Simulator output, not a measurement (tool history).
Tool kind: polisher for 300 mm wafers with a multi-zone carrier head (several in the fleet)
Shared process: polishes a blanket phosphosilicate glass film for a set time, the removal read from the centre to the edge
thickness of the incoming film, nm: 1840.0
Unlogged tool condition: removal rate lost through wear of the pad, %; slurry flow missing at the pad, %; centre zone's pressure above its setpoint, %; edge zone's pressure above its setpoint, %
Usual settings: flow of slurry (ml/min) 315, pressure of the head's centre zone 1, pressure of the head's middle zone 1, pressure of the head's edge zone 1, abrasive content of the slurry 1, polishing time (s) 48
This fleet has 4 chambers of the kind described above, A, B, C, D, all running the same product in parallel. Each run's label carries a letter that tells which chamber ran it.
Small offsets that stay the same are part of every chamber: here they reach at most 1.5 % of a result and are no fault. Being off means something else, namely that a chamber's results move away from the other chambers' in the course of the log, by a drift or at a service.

run,hour,flow of slurry (ml/min),pressure of the head's centre zone,pressure of the head's middle zone,pressure of the head's edge zone,abrasive content of the slurry,polishing time (s),wafers polished on this pad,hours since the slurry nozzle was cleaned,hours since the centre zone pressure was calibrated,hours since the edge zone pressure was calibrated,film removed at the wafer's centre (Å),film removed at mid-radius (Å),film removed at the wafer's edge (Å)
1D,7.7,315,1,1,1,1,48,676,554.1,631.7,562.6,5751.3,5708.8,5840.6
# hour 9: chamber B: worn pad replaced by a new one
# hour 9.2: chamber D: worn pad replaced by a new one
# hour 11: chamber A: worn pad replaced by a new one
2B,16.8,315,1,1,1,1,48,101,73.9,291.2,502.9,5741.2,5805.3,5872.1
3C,23.9,315,1,1,1,1,48,528,326.3,179.6,496.6,5778.1,5691.1,5764.1
4A,29.9,315,1,1,1,1,48,245,102.1,254.5,613.3,5892.7,5699.4,5792
5A,40.2,315,1,1,1,1,48,378,112.4,264.8,623.6,5716.8,5733.2,5764.1
6C,48.7,315,1,1,1,1,48,849,351.1,204.4,521.4,5669.9,5704.1,5790.5
7B,56.2,315,1,1,1,1,48,611,113.3,330.6,542.3,5843.5,5853.2,5909.3
# hour 57.6: chamber B: worn pad replaced by a new one
# hour 65.2: chamber D: worn pad replaced by a new one
8D,65.5,315,1,1,1,1,48,4,611.9,689.5,620.4,5763.5,5695.4,5737.5
9D,74.7,315,1,1,1,1,48,123,621.1,698.7,629.6,5758.5,5721.9,5826.5
# hour 77.1: chamber A: centre zone pressure recalibrated
# hour 81.6: chamber A: worn pad replaced by a new one
10A,84.8,315,1,1,1,1,48,42,157,7.7,668.2,5689.5,5660.4,5825.6
11C,90.7,315,1,1,1,1,48,1393,393.1,246.4,563.4,5757.1,5716.1,5789.5
12B,99.6,315,1,1,1,1,48,544,156.7,374,585.7,5876.2,5854.3,5844.5
# hour 101.3: chamber C: worn pad replaced by a new one
# hour 101.4: chamber B: edge zone pressure recalibrated
13B,106,315,1,1,1,1,48,627,163.1,380.4,4.7,5899.3,5959.3,5785.2
# hour 115: chamber B: worn pad replaced by a new one
14C,115,315,1,1,1,1,48,178,417.4,270.7,587.7,5836,5907.7,5782.6
15D,121.6,315,1,1,1,1,48,731,668,745.6,676.5,5816.7,5708.3,5811.4
16A,130.1,315,1,1,1,1,48,629,202.3,53,713.5,5815.2,5763.4,5861
# hour 134.6: chamber D: worn pad replaced by a new one
17D,139.3,315,1,1.06,1,1,48,60,685.7,763.3,694.2,5760,6057.2,5807.7
18B,145.5,315,1,1.06,1,1,48,395,202.6,419.9,44.2,5938.4,6236.7,5899.8
19A,155.3,315,1,1.06,1,1,48,956,227.5,78.2,738.7,5684.5,6111.5,5796
# hour 159.9: chamber A: worn pad replaced by a new one
20C,162.4,315,1,1.06,1,1,48,792,464.8,318.1,635.1,5730.1,6046.4,5812.3
21C,167,315,1,1,1,1,48,852,469.4,322.7,639.7,5776,5803,5809.3
# hour 171: chamber B: centre zone pressure recalibrated
22A,172,315,1,1,1,1,48,157,244.2,94.9,755.4,5820.1,5714.5,5839.3
# hour 172.2: chamber B: worn pad replaced by a new one
23D,178.4,315,1,1,1,1,48,567,724.8,802.4,733.3,5784.5,5577.2,5851.6
24B,188.6,315,1,1,1,1,48,213,245.7,17.6,87.3,6421.7,5777.2,5853.2
# hour 192.6: chamber D: worn pad replaced by a new one
25A,193.6,315,1,1,1,1,48,437,265.8,116.5,777,5756,5657.7,5712
26C,198.7,315,1,1,1,1,48,1262,501.1,354.4,671.4,5826.3,5695,5799.6
# hour 204.6: chamber C: worn pad replaced by a new one
27D,208.3,315,1,1,1,1,48,203,754.7,832.3,763.2,5816,5786,5804.4
28B,212.7,315,1,1,1,1,48,525,269.8,41.7,111.4,6393.7,5954.5,5873.4
29D,219.1,315,1,1,1,1,48,343,765.5,843.1,774,5758.4,5645.5,5822
30B,224.7,315,1,1,1,1,40,680,281.8,53.7,123.4,5305.9,4953.9,4882.3
# hour 227.4: chamber B: worn pad replaced by a new one
31A,234.6,315,1,1,1,1,40,968,306.8,157.5,818,4831,4830.1,4844.2
# hour 239.3: chamber C: edge zone pressure recalibrated
32C,241.3,315,1,1,1,1,40,476,543.7,397,2.1,4855.4,4763.3,4784.6
# hour 241.4: chamber A: worn pad replaced by a new one
33C,248.5,315,1,1,1,1,40,569,550.9,404.2,9.3,4732,4945.6,4770.2
# hour 249.3: chamber D: worn pad replaced by a new one
34A,255.2,315,1,1,0.91,0.7,48,179,327.4,178.1,838.6,4816.6,4887,4641.4
35D,260.6,315,1,1,0.91,0.7,48,146,807,884.6,815.5,4766.3,4842.7,4614.1
36B,268,315,1,1,0.91,0.7,48,526,325.1,97,166.7,5310.6,4896.1,4715.4
37B,273.9,315,1,1,0.91,0.7,48,603,331,102.9,172.6,5412.5,4902.4,4618.6

Does one chamber stand apart from the rest, does the shared gauge drift, or is all well apart from small per-chamber offsets? Give the chamber and the most likely cause, where there is one.

Chamber B has stood off from the others ever since a service on it.
Most likely cause: centre zone's pressure above its setpoint, % = 8.34.

Which of the 4 candidates below, each the usual settings with something changed and its results left as question marks, puts chamber B back in line with what the other chambers give on the usual settings?
Counts as in line when no further than this from what the other chambers average on the usual settings: film removed at the wafer's centre (Å) 160; film removed at mid-radius (Å) 280; film removed at the wafer's edge (Å) 150
38B-1,281.3,315,0.97,1.01,1.01,1,48,,,,,?,?,?
38B-2,281.3,315,1.03,0.99,0.99,1,48,,,,,?,?,?
38B-3,281.3,320,1.07,0.99,0.97,1,49,,,,,?,?,?
38B-4,281.3,310,0.93,1.01,1.03,1,47,,,,,?,?,?

The mean the other chambers reach with the usual settings: film removed at the wafer's centre (Å) 5778.3; film removed at mid-radius (Å) 5767; film removed at the wafer's edge (Å) 5797.5
run,film removed at the wafer's centre (Å),film removed at mid-radius (Å),film removed at the wafer's edge (Å)
38B-1,6225.3,5880.1,5912.6
38B-2,6641.1,5771.5,5853
38B-3,7074.3,5899,5918.9
38B-4,5814.1,5750.3,5842.6
The right change is 38B-4: it brings the chamber back within the allowed miss of the others.
